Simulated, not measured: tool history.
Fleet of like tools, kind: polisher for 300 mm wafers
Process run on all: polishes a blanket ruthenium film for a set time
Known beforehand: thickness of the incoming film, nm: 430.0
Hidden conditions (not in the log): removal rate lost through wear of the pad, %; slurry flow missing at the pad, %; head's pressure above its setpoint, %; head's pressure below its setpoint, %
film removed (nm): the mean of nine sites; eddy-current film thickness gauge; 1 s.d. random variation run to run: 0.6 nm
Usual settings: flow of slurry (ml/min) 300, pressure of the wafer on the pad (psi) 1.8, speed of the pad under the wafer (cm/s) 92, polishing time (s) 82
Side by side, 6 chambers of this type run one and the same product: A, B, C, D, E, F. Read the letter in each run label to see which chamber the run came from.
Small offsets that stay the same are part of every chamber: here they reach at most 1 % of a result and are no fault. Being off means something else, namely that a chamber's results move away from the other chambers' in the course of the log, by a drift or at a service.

run,hour,flow of slurry (ml/min),pressure of the wafer on the pad (psi),speed of the pad under the wafer (cm/s),polishing time (s),wafers polished on this pad,hours since the slurry nozzle was cleaned,hours since the head pressure was calibrated,film removed (nm)
1B,10.8,300,1.8,92,82,84,306.2,206.8,69.041
2C,18.3,300,1.8,92,82,677,406.3,907.8,69.837
# hour 22.2: chamber A: head pressure recalibrated
# hour 22.4: chamber E: slurry nozzle cleaned
# hour 25.4: chamber E: worn pad replaced by a new one
3F,26.1,300,1.8,92,82,333,296.8,527.1,68.409
4D,36.8,300,1.8,92,82,316,65.1,140.4,68.156
# hour 41.1: chamber C: worn pad replaced by a new one
5A,44.7,300,1.8,92,82,472,565.0,22.5,67.382
6E,51.9,300,1.8,92,82,173,29.6,685.2,68.021
# hour 56.4: chamber A: slurry nozzle cleaned
7C,59.9,300,1.8,92,82,123,447.9,949.4,70.169
8B,65.6,300,2.1,66,82,442,361.0,261.6,57.349
# hour 67.0: chamber D: worn pad replaced by a new one
9D,72.5,300,2.1,66,82,35,100.8,176.1,57.196
# hour 80.5: chamber F: worn pad replaced by a new one
10A,82.4,300,2.1,66,82,719,26.0,60.2,57.395
11E,89.7,300,2.1,66,82,420,67.4,723.0,57.074
12F,99.7,300,2.1,66,82,125,370.4,600.7,58.019
# hour 107.8: chamber A: worn pad replaced by a new one
13C,110.9,300,2.1,66,82,456,498.9,1000.4,58.609
14D,118.4,300,1.8,92,82,336,146.7,222.0,69.009
# hour 119.6: chamber B: worn pad replaced by a new one
15E,123.6,300,1.8,92,82,642,101.3,756.9,68.124
16A,132.8,300,1.8,92,82,164,76.4,110.6,69.097
17B,139.1,300,1.6,92,82,127,434.5,335.1,61.812
18F,144.4,300,1.6,92,82,418,415.1,645.4,61.604
# hour 149.2: chamber E: worn pad replaced by a new one
19D,152.8,300,1.6,92,82,561,181.1,256.4,60.766
# hour 158.0: chamber D: worn pad replaced by a new one
20B,159.0,300,1.6,92,82,257,454.4,355.0,62.413
# hour 165.3: chamber D: slurry nozzle cleaned
# hour 166.8: chamber F: slurry nozzle cleaned
# hour 166.8: chamber C: worn pad replaced by a new one
21E,169.5,300,1.6,92,82,133,147.2,802.8,59.676
22F,178.0,300,1.6,92,82,637,11.2,679.0,60.486
23C,184.2,300,1.8,92,82,114,572.2,1073.7,69.908
# hour 185.4: chamber F: worn pad replaced by a new one
24A,189.1,300,1.8,92,82,532,132.7,166.9,68.606
# hour 190.9: chamber B: slurry nozzle cleaned
25D,196.5,300,1.8,92,82,251,31.2,300.1,69.606
26F,203.0,300,1.8,92,82,115,36.2,704.0,69.746
27A,209.1,300,1.8,92,82,662,152.7,186.9,68.231
28E,219.5,300,1.8,92,82,460,197.2,852.8,63.435
29B,227.5,300,1.8,92,82,705,36.7,423.5,69.502
# hour 238.4: chamber B: worn pad replaced by a new one
30C,238.4,300,1.8,92,82,468,626.4,1127.9,69.906
31D,247.7,300,1.8,92,82,586,82.4,351.3,69.003
# hour 255.0: chamber A: worn pad replaced by a new one
32E,256.8,300,1.5,114,82,704,234.5,890.1,65.731
# hour 261.7: chamber B: head pressure recalibrated
33F,265.1,300,1.5,114,82,521,98.3,766.1,72.377
34B,274.0,300,1.5,114,82,232,83.2,12.3,71.372
35A,283.5,300,1.5,114,82,186,227.1,261.3,70.778
36C,293.2,300,1.5,114,82,826,681.2,1182.7,71.332
# hour 300.3: chamber C: worn pad replaced by a new one
37A,301.6,300,1.5,114,82,304,245.2,279.4,71.828
# hour 302.4: chamber C: slurry nozzle cleaned
38C,306.8,300,1.8,92,82,42,4.4,1196.3,69.513

Which is it: a chamber that has drifted or been left off by a service, a gauge drift common to all chambers, or only each chamber's usual small offset? If a chamber is off, name it and its likeliest cause.

Little by little, chamber E moves away from the other chambers.
Most likely cause: head's pressure below its setpoint, % = 11.2.

Which of the 4 candidates below, each the usual settings with something changed and its results left as question marks, puts chamber E back in line with what the other chambers give on the usual settings?
In line here means within this much of the mean the other chambers give on the usual settings: film removed (nm) 2.100
39E-1,314.9,300,1.8,92,67,,,,?
39E-2,314.9,300,1.7,88,79,,,,?
39E-3,314.9,300,1.9,92,88,,,,?
39E-4,314.9,305,2.0,92,91,,,,?

The other chambers' mean on the usual settings: film removed (nm) 68.787
run,film removed (nm)
39E-1,49.443
39E-2,52.749
39E-3,68.494
39E-4,74.615
It is 39E-3 that realigns the chamber with its peers.

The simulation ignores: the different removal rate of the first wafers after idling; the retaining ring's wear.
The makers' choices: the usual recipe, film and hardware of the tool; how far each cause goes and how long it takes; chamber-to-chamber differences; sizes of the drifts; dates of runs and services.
